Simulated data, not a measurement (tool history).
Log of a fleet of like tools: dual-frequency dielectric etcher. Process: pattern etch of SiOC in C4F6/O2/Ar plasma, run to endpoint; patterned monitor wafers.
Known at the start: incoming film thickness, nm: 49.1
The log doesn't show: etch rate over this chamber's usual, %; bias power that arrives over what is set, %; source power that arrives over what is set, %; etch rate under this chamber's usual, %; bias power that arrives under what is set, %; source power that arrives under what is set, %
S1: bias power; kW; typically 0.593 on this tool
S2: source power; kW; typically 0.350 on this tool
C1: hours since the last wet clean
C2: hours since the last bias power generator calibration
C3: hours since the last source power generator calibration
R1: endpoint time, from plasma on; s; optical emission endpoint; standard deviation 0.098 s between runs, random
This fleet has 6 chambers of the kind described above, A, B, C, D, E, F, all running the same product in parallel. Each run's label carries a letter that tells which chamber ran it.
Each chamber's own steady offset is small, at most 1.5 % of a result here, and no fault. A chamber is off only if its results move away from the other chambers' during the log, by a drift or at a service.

run    day     S1     S2     C1      C2      C3      R1
 1D  0.088  0.593  0.350  620.3  1376.8  2021.7  16.378
 2F  0.229  0.593  0.350   96.5  1911.0   577.1  15.988
 3B  0.325  0.593  0.350  187.9   722.8  2945.5  16.109
 4E  0.417  0.593  0.350  220.9  1338.2  1329.6  16.347
 5C  0.575  0.593  0.350  360.9  2610.6   440.4  16.374
 6A  0.746  0.593  0.350  298.8  1849.1  1900.1  16.322
 7A  0.829  0.593  0.350  300.8  1851.1  1902.1  16.305
 8E  0.975  0.593  0.350  234.3  1351.6  1343.0  16.313
 9C  1.138  0.734  0.440  374.4  2624.1   453.9  13.958
10D  1.288  0.734  0.440  649.1  1405.6  2050.5  13.898
11F  1.412  0.734  0.440  124.9  1939.4   605.5  13.565
12B  1.554  0.734  0.440  217.4   752.3  2975.0  13.641
13E  1.696  0.734  0.440  251.6  1368.9  1360.3  13.876
14A  1.788  0.734  0.440  323.8  1874.1  1925.1  13.678
     1.825  -- chamber D: wet clean of the chamber
15F  1.933  0.593  0.350  137.4  1951.9   618.0  16.056
16D  2.108  0.593  0.350    6.8  1425.3  2070.2  16.425
17B  2.258  0.593  0.350  234.3   769.2  2991.9  15.986
18C  2.425  0.593  0.350  405.3  2655.0   484.8  16.326
19C  2.550  0.593  0.350  408.3  2658.0   487.8  16.330
20F  2.679  0.682  0.350  155.3  1969.8   635.9  15.300
21B  2.792  0.682  0.350  247.1   782.0  3004.7  15.199
22E  2.871  0.682  0.350  279.8  1397.1  1388.5  15.409
23D  2.967  0.682  0.350   27.4  1445.9  2090.8  15.346
24A  3.112  0.682  0.350  355.6  1905.9  1956.9  15.310
25B  3.254  0.682  0.350  258.2   793.1  3015.8  15.212
26F  3.425  0.593  0.350  173.2  1987.7   653.8  16.036
27A  3.608  0.593  0.350  367.5  1917.8  1968.8  16.360
28E  3.754  0.593  0.350  301.0  1418.3  1409.7  16.263
29C  3.842  0.593  0.350  439.3  2689.0   518.8  16.299
30D  3.938  0.593  0.350   50.7  1469.2  2114.1  16.322
31A  4.042  0.593  0.350  377.9  1928.2  1979.2  16.293
32B  4.167  0.593  0.350  280.1   815.0  3037.7  16.248
33D  4.267  0.593  0.350   58.6  1477.1  2122.0  16.477
34F  4.400  0.529  0.350  196.6  2011.1   677.2  16.959
35E  4.546  0.529  0.350  320.0  1437.3  1428.7  17.006
36C  4.692  0.529  0.350  459.7  2709.4   539.2  16.866
37A  4.771  0.529  0.350  395.4  1945.7  1996.7  16.910
38D  4.892  0.529  0.350   73.6  1492.1  2137.0  17.162
39F  4.983  0.529  0.350  210.6  2025.1   691.2  16.784

Next, every chamber runs the same settings. What will each give?
40A  5.117  0.593  0.350               ?
40B  5.117  0.593  0.350               ?
40C  5.117  0.593  0.350               ?
40D  5.117  0.593  0.350               ?
40E  5.117  0.593  0.350               ?
40F  5.117  0.593  0.350               ?

run      R1
40A  16.275
40B  16.067
40C  16.144
40D  16.321
40E  16.367
40F  16.138
